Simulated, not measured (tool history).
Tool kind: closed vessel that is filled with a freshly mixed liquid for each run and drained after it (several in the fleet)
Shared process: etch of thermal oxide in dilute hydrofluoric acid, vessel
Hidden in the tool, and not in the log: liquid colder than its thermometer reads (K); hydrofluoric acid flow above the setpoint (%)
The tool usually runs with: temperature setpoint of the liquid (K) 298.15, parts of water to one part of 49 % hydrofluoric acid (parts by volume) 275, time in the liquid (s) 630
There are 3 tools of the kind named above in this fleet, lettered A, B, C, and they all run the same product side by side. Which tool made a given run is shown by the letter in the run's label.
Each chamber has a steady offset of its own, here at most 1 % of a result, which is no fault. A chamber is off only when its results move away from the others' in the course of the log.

run     day  temperature setpoint of the liquid (K)  parts of water to one part of 49 % hydrofluoric acid (parts by volume)  time in the liquid (s)  hours since the thermometer was replaced  hours since the hydrofluoric acid flow meter was replaced  read-back film thickness of the thermal oxide reference wafer, read on the same gauge (nm)  thickness taken off the thermal oxide on a monitor wafer (nm)
 1C   0.508                                  298.15                                                                     275                     630                                     870.0                                                      950.0                                                                                      150.04                                                         8.9846
 2A   1.025                                  298.15                                                                     275                     630                                     825.8                                                      812.6                                                                                      150.01                                                         9.0878
 3B   1.542                                  298.15                                                                     275                     630                                     527.1                                                      917.4                                                                                      150.02                                                         9.1391
 4A   1.771                                  298.15                                                                     275                     630                                     843.7                                                      830.5                                                                                      149.98                                                         9.1701
 5B   2.288                                  298.15                                                                     275                     630                                     545.0                                                      935.3                                                                                      150.05                                                         9.3003
 6C   2.583                                  298.15                                                                     155                     630                                     919.8                                                      999.8                                                                                      149.96                                                        18.6130
 7C   3.108                                  298.15                                                                     155                     630                                     932.4                                                     1012.4                                                                                      149.99                                                        18.5770
 8A   3.367                                  298.15                                                                     155                     630                                     882.0                                                      868.8                                                                                      150.02                                                        18.6590
 9B   3.679                                  299.65                                                                     220                     630                                     578.4                                                      968.7                                                                                      149.98                                                        12.8310
10A   4.029                                  299.65                                                                     220                     630                                     897.9                                                      884.7                                                                                      150.01                                                        12.8190
11C   4.462                                  299.65                                                                     220                     630                                     964.9                                                     1044.9                                                                                      149.94                                                        12.8960
12B   4.821                                  298.15                                                                     275                     630                                     605.8                                                      996.1                                                                                      149.99                                                         9.2605
13C   5.225                                  298.15                                                                     275                     630                                     983.2                                                     1063.2                                                                                      150.01                                                         9.0517
14A   5.479                                  298.15                                                                     360                     450                                     932.7                                                      919.5                                                                                      150.02                                                         4.5713
15B   5.804                                  298.15                                                                     360                     450                                     629.4                                                     1019.7                                                                                      149.98                                                         4.6587
16B   6.196                                  298.15                                                                     360                     450                                     638.8                                                     1029.1                                                                                      149.99                                                         4.5545
17C   6.646                                  298.15                                                                     275                     630                                    1017.3                                                     1097.3                                                                                      150.03                                                         9.0922
18A   7.008                                  299.65                                                                     275                     630                                     969.4                                                      956.2                                                                                      150.04                                                         9.6095
19A   7.412                                  299.65                                                                     275                     630                                     979.1                                                      965.9                                                                                      150.03                                                         9.6409
20B   7.833                                  299.65                                                                     275                     630                                     678.1                                                     1068.4                                                                                      150.00                                                         9.7437
21C   8.150                                  298.15                                                                     275                     630                                    1053.4                                                     1133.4                                                                                      150.03                                                         9.0548
22B   8.479                                  298.15                                                                     375                     630                                     693.6                                                     1083.9                                                                                      149.97                                                         6.1156
23A   8.838                                  298.15                                                                     375                     630                                    1013.3                                                     1000.1                                                                                      149.97                                                         6.0370
24C   9.146                                  298.15                                                                     375                     630                                    1077.3                                                     1157.3                                                                                      149.97                                                         5.9842
25C   9.612                                  298.15                                                                     275                     630                                    1088.5                                                     1168.5                                                                                      150.01                                                         9.0610
26A   9.867                                  298.15                                                                     275                     630                                    1038.0                                                     1024.8                                                                                      149.98                                                         9.2202
27B  10.383                                  298.15                                                                     275                     630                                     739.3                                                     1129.6                                                                                      149.96                                                         9.0914
28C  10.788                                  298.15                                                                     275                     630                                    1116.7                                                     1196.7                                                                                      150.02                                                         9.1442
29B  11.138                                  298.15                                                                     275                     630                                     757.4                                                     1147.7                                                                                      150.02                                                         9.2559

Does one chamber stand apart from the rest, does the shared gauge drift, or is all well apart from small per-chamber offsets? Give the chamber and the most likely cause, where there is one.

Neither any chamber nor the gauge drifts; the chambers differ only by their own small, steady offsets.
